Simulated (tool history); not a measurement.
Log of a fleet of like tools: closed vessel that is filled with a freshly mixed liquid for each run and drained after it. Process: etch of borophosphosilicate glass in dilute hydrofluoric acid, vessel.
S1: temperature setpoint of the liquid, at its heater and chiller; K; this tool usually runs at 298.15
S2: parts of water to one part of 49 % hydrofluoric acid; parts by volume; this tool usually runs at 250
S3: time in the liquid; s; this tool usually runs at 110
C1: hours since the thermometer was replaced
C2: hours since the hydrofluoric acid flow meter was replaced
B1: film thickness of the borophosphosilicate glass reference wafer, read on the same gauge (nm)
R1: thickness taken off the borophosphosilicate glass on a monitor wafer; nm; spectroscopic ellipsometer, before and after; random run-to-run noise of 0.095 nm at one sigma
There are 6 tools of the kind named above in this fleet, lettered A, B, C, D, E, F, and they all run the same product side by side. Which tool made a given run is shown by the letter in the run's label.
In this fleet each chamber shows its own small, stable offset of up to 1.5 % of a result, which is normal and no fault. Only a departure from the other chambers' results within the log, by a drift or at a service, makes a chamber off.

run	hour	S1	S2	S3	C1	C2	B1	R1
1B	8.1	298.15	250	110	970.5	885.7	139.98	21.9
# hour 10.6: chamber D: thermometer replaced
2E	15.1	298.15	250	110	746.5	50.1	140.04	22.017
3C	25.1	298.15	250	110	688	109	139.99	22.275
4A	39.1	298.15	250	110	785.8	339.1	139.98	22.199
# hour 48.9: chamber F: hydrofluoric acid flow meter replaced
5D	53.2	298.15	250	110	42.7	961.4	140.02	22.35
# hour 58: chamber D: hydrofluoric acid flow meter replaced
6F	61.5	300.15	250	150	1130	12.7	139.99	32.078
7B	69.4	300.15	250	150	1031.8	947	140.03	31.807
8E	76.9	300.15	250	150	808.3	111.9	140	32.256
9F	84.5	300.15	250	150	1153	35.7	140.01	32.138
10A	95.3	300.15	250	150	842	395.3	139.98	32.531
11D	107	300.15	250	150	96.5	49.1	140.01	32.531
12C	116.9	296.65	250	110	779.8	200.8	140	20.877
13F	130.5	296.65	250	110	1199	81.7	140.01	20.802
14D	137.1	296.65	250	110	126.6	79.2	140.02	21.062
15E	149.5	296.65	250	110	880.9	184.5	140.01	20.781
16B	157.8	296.65	250	110	1120.2	1035.4	139.95	20.536
17A	164.2	296.65	250	110	910.9	464.2	140.02	21.255
18C	170.6	298.15	250	110	833.5	254.5	140.03	22.205
# hour 174.9: chamber F: thermometer replaced
19F	177.2	298.15	250	110	2.4	128.4	140.02	21.848
20E	183.8	298.15	250	110	915.2	218.8	139.98	22.028
21B	190.3	298.15	250	110	1152.7	1067.9	140.04	21.861
22A	199.5	298.15	250	110	946.2	499.5	139.98	22.412
23D	207.2	298.15	290	110	196.7	149.3	139.98	18.448
24C	217.5	298.15	290	110	880.4	301.4	140.05	18.423
25E	224.5	298.15	290	110	955.9	259.5	140.02	18.009
26F	234.5	298.15	290	110	59.7	185.7	139.99	18.107
27D	247.6	298.15	290	110	237.1	189.7	140	18.367
28B	254.4	298.15	290	110	1216.8	1132	140.01	17.953
29A	262.5	298.15	250	110	1009.2	562.5	139.97	22.764
# hour 275.6: chamber E: thermometer replaced
30C	276.3	298.15	250	110	939.2	360.2	139.99	22.014
31A	290.8	298.15	250	110	1037.5	590.8	139.99	22.833
32D	297.7	298.15	250	110	287.2	239.8	140.02	22.237
33C	307	298.15	250	110	969.9	390.9	139.95	22.075
34B	313.4	298.15	250	110	1275.8	1191	139.97	21.777
35F	321.2	298.15	250	110	146.4	272.4	140	21.97
36E	328.6	298.15	250	110	53	363.6	140.07	21.811
37B	341.5	298.15	345	170	1303.9	1219.1	140.03	22.197
38F	351.7	298.15	345	170	176.9	302.9	140.02	22.124
39D	362.5	298.15	345	170	352	304.6	139.99	22.73
40C	374.4	298.15	345	170	1037.3	458.3	140.01	22.927
41A	381.2	298.15	345	170	1127.9	681.2	140.02	23.422
42E	389.3	298.15	345	170	113.7	424.3	140.02	22.16

What goes on in this fleet: one chamber off, a drifting gauge, or nothing beyond the chambers' own small offsets? Name the chamber and the cause, if any.

Little by little, chamber A moves away from the other chambers.
What lies behind it: liquid hotter than its thermometer reads (K) = 1.15.
The log may not tell that from: hydrofluoric acid flow above the setpoint (%).

Here are 4 candidates for chamber A's next run, each the usual settings with a change, their results left as question marks. Which one brings its results back in line with what the others give on the usual settings?
In line here means within this much of the mean the other chambers give on the usual settings: R1 0.33 nm
43A-1	399.7	300.65	250	110				?
43A-2	399.7	298.15	260	105				?
43A-3	399.7	298.15	240	110				?
43A-4	399.7	298.15	250	105				?

On the usual settings, the other chambers give on average: R1 21.998 nm
run	R1
43A-1	25.236
43A-2	21.021
43A-3	24.36
43A-4	22.09
The right change is 43A-4: it brings the chamber back within the allowed miss of the others.
